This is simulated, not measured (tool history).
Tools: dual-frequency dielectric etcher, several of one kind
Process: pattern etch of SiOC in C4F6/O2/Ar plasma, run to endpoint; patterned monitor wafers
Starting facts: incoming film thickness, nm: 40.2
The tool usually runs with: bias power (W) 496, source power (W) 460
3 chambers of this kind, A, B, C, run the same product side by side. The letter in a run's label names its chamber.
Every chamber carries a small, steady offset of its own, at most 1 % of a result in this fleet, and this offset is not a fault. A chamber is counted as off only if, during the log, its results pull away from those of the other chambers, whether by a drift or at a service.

Run 1C, hour 8: usual settings. Result: endpoint time (s) 13.032.
Run 2B, hour 12.5: usual settings. Result: endpoint time (s) 12.783.
Run 3A, hour 17.7: usual settings. Result: endpoint time (s) 12.975.
Run 4B, hour 23.4: usual settings. Result: endpoint time (s) 12.772.
Run 5C, hour 31.1: usual settings. Result: endpoint time (s) 13.009.
Run 6A, hour 35.4: usual settings. Result: endpoint time (s) 13.042.
Run 7B, hour 40.1: usual settings. Result: endpoint time (s) 12.754.
Run 8A, hour 47.1: usual settings. Result: endpoint time (s) 12.932.
Run 9C, hour 53.2: usual settings. Result: endpoint time (s) 12.981.
Run 10B, hour 57.3: usual settings. Result: endpoint time (s) 12.942.
Run 11C, hour 64.2: usual settings. Result: endpoint time (s) 12.896.
Run 12A, hour 70.1: usual settings. Result: endpoint time (s) 12.823.
Run 13B, hour 78.1: usual settings but bias power (W) 537, source power (W) 350. Result: endpoint time (s) 13.7.
Run 14A, hour 85.3: usual settings but bias power (W) 537, source power (W) 350. Result: endpoint time (s) 13.763.
Run 15C, hour 92.2: usual settings but bias power (W) 537, source power (W) 350. Result: endpoint time (s) 14.003.
Run 16C, hour 99.9: usual settings. Result: endpoint time (s) 12.978.
Run 17A, hour 105.9: usual settings. Result: endpoint time (s) 12.924.
Run 18B, hour 111.3: usual settings but bias power (W) 587, source power (W) 540. Result: endpoint time (s) 11.287.
Run 19A, hour 118.1: usual settings but bias power (W) 587, source power (W) 540. Result: endpoint time (s) 11.252.
Run 20C, hour 125.6: usual settings but bias power (W) 587, source power (W) 540. Result: endpoint time (s) 11.519.
At hour 131.2: chamber C: bias power generator calibrated.
Run 21B, hour 133.3: usual settings. Result: endpoint time (s) 12.789.
Run 22B, hour 139.1: usual settings. Result: endpoint time (s) 12.762.
Run 23A, hour 144.6: usual settings. Result: endpoint time (s) 12.664.
Run 24C, hour 151.5: usual settings but source power (W) 370. Result: endpoint time (s) 13.979.
Run 25A, hour 156.7: usual settings but source power (W) 370. Result: endpoint time (s) 13.612.
Run 26C, hour 163.9: usual settings but source power (W) 370. Result: endpoint time (s) 13.94.

Read the log: is a single chamber off, either drifting away or since a service, is the gauge that measures every chamber drifting, or is nothing wrong beyond small per-chamber offsets? Name any odd chamber and what most likely caused it.

One chamber, A, drifts off from the rest bit by bit.
What lies behind it: etch rate over this chamber's usual, % = 3.01.

Below are 4 candidate recipes for chamber A's next run, each the usual settings with a change, their results shown as question marks. Which of them brings A's results back in line with what the other chambers give on the usual settings?
Counts as in line when no further than this from what the other chambers average on the usual settings: endpoint time (s) 0.18
Run 27A-1, hour 169.8: usual settings but bias power (W) 510, source power (W) 470. Result: endpoint time (s) ?.
Run 27A-2, hour 169.8: usual settings but bias power (W) 433. Result: endpoint time (s) ?.
Run 27A-3, hour 169.8: usual settings but bias power (W) 559. Result: endpoint time (s) ?.
Run 27A-4, hour 169.8: usual settings but bias power (W) 467. Result: endpoint time (s) ?.

The mean the other chambers reach with the usual settings: endpoint time (s) 12.868
  run  endpoint time (s)
27A-1             12.336
27A-2             13.212
27A-3             12.014
27A-4              12.85
The answer is 27A-4, which returns the chamber to within the allowed miss of the others.
